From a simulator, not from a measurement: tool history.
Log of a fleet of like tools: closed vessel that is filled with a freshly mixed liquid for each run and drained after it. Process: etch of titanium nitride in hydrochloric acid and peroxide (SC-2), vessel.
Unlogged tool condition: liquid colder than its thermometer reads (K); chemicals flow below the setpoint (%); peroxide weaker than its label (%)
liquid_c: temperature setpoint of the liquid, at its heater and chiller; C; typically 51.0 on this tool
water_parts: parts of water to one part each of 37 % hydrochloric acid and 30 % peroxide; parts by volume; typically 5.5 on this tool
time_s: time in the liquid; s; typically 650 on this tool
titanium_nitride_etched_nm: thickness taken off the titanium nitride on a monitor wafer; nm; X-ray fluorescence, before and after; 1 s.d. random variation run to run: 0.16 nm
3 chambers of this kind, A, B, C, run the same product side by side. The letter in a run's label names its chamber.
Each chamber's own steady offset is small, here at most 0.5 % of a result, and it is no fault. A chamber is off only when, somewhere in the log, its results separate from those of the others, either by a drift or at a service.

run,hour,liquid_c,water_parts,time_s,hours since the thermometer was replaced,hours since the chemicals flow meter was replaced,hours since the drum of peroxide was connected,"read-back film thickness of the titanium nitride reference wafer, read on the same gauge (nm)",titanium_nitride_etched_nm
1C,5.2,51.0,5.5,650,330.2,856.1,173.4,120.01,33.692
2A,9.8,51.0,5.5,650,1187.2,1181.8,658.1,120.04,33.746
3B,17.5,51.0,5.5,650,1711.9,254.6,503.5,120.03,33.820
4C,23.4,51.0,5.5,650,348.4,874.3,191.6,119.96,33.923
5B,29.9,51.0,5.5,650,1724.3,267.0,515.9,120.03,33.913
6A,36.9,51.0,5.5,650,1214.3,1208.9,685.2,120.00,33.786
7A,44.0,51.0,5.5,650,1221.4,1216.0,692.3,119.99,33.706
8B,49.1,51.0,4.0,650,1743.5,286.2,535.1,120.02,42.238
9C,55.1,51.0,4.0,650,380.1,906.0,223.3,120.01,42.633
10B,62.0,51.0,4.0,650,1756.4,299.1,548.0,119.95,42.149
11A,65.8,51.0,5.5,650,1243.2,1237.8,714.1,120.00,33.581
12C,72.4,45.5,5.5,510,397.4,923.3,240.6,120.03,18.302
13A,79.9,45.5,5.5,510,1257.3,1251.9,728.2,119.95,18.338
14C,83.7,45.5,5.5,510,408.7,934.6,251.9,119.99,18.457
15B,90.6,51.0,5.5,650,1785.0,327.7,576.6,120.02,33.968
16A,96.2,51.0,5.5,650,1273.6,1268.2,744.5,119.98,33.771
17B,103.4,51.0,5.5,650,1797.8,340.5,589.4,120.05,33.870
18C,110.4,51.0,5.5,650,435.4,961.3,278.6,119.99,33.537
19A,116.6,51.0,5.5,650,1294.0,1288.6,764.9,119.98,33.609
20B,120.4,51.0,5.5,650,1814.8,357.5,606.4,119.99,34.016
21C,127.7,51.0,5.5,650,452.7,978.6,295.9,119.99,33.986
22B,134.7,51.0,5.5,650,1829.1,371.8,620.7,119.98,33.650
23C,139.0,51.0,5.5,650,464.0,989.9,307.2,120.01,33.850
24A,145.7,51.0,5.5,650,1323.1,1317.7,794.0,120.00,33.277
25B,151.0,51.0,5.5,350,1845.4,388.1,637.0,119.97,18.139
26A,158.2,51.0,5.5,350,1335.6,1330.2,806.5,120.01,17.906
27C,163.9,51.0,5.5,350,488.9,1014.8,332.1,119.98,18.385
28C,167.4,51.0,5.5,650,492.4,1018.3,335.6,120.00,33.801
29B,174.4,51.0,5.5,400,1868.8,411.5,660.4,120.03,20.767
30A,180.8,51.0,5.5,400,1358.2,1352.8,829.1,120.02,20.365
31C,186.5,51.0,5.5,400,511.5,1037.4,354.7,119.97,20.890
32A,193.9,51.0,5.5,650,1371.3,1365.9,842.2,120.01,33.221
33B,201.3,51.0,5.5,650,1895.7,438.4,687.3,119.98,33.801
34B,207.1,59.5,8.5,650,1901.5,444.2,693.1,120.01,41.983
35C,210.7,59.5,8.5,650,535.7,1061.6,378.9,120.03,41.250
36A,215.3,59.5,8.5,650,1392.7,1387.3,863.6,120.00,40.234
37C,219.5,51.0,5.5,490,544.5,1070.4,387.7,120.03,25.650
38B,224.4,51.0,5.5,490,1918.8,461.5,710.4,120.00,25.412
39A,228.1,51.0,5.5,490,1405.5,1400.1,876.4,120.01,24.875
40B,234.7,51.0,5.5,650,1929.1,471.8,720.7,120.04,33.439

Decide between three cases: one chamber stands off from its peers, the gauge reading all wafers drifts, or nothing is wrong past each chamber's small offset. Where a chamber is off, say which and what most likely put it there.

It is chamber A that slowly wanders off from its peers.
What lies behind it: peroxide weaker than its label (%) = 3.21.
Not necessarily distinguishable in this log from: liquid colder than its thermometer reads (K); chemicals flow below the setpoint (%).

Chamber A could run next with any of the 4 candidate recipes listed below; each alters the usual settings, and their results appear as question marks. Which one brings its results back in line with what the other chambers deliver on the usual settings?
In line means no further than this from the other chambers' mean on the usual settings: titanium_nitride_etched_nm 0.550 nm
41A-1,240.4,51.5,5.5,665,,,,,?
41A-2,240.4,50.5,5.5,635,,,,,?
41A-3,240.4,51.0,5.5,635,,,,,?
41A-4,240.4,51.0,5.5,665,,,,,?

The mean the other chambers reach with the usual settings: titanium_nitride_etched_nm 33.809 nm
run,titanium_nitride_etched_nm
41A-1,34.797
41A-2,31.097
41A-3,32.146
41A-4,33.665
It is 41A-4 that realigns the chamber with its peers.

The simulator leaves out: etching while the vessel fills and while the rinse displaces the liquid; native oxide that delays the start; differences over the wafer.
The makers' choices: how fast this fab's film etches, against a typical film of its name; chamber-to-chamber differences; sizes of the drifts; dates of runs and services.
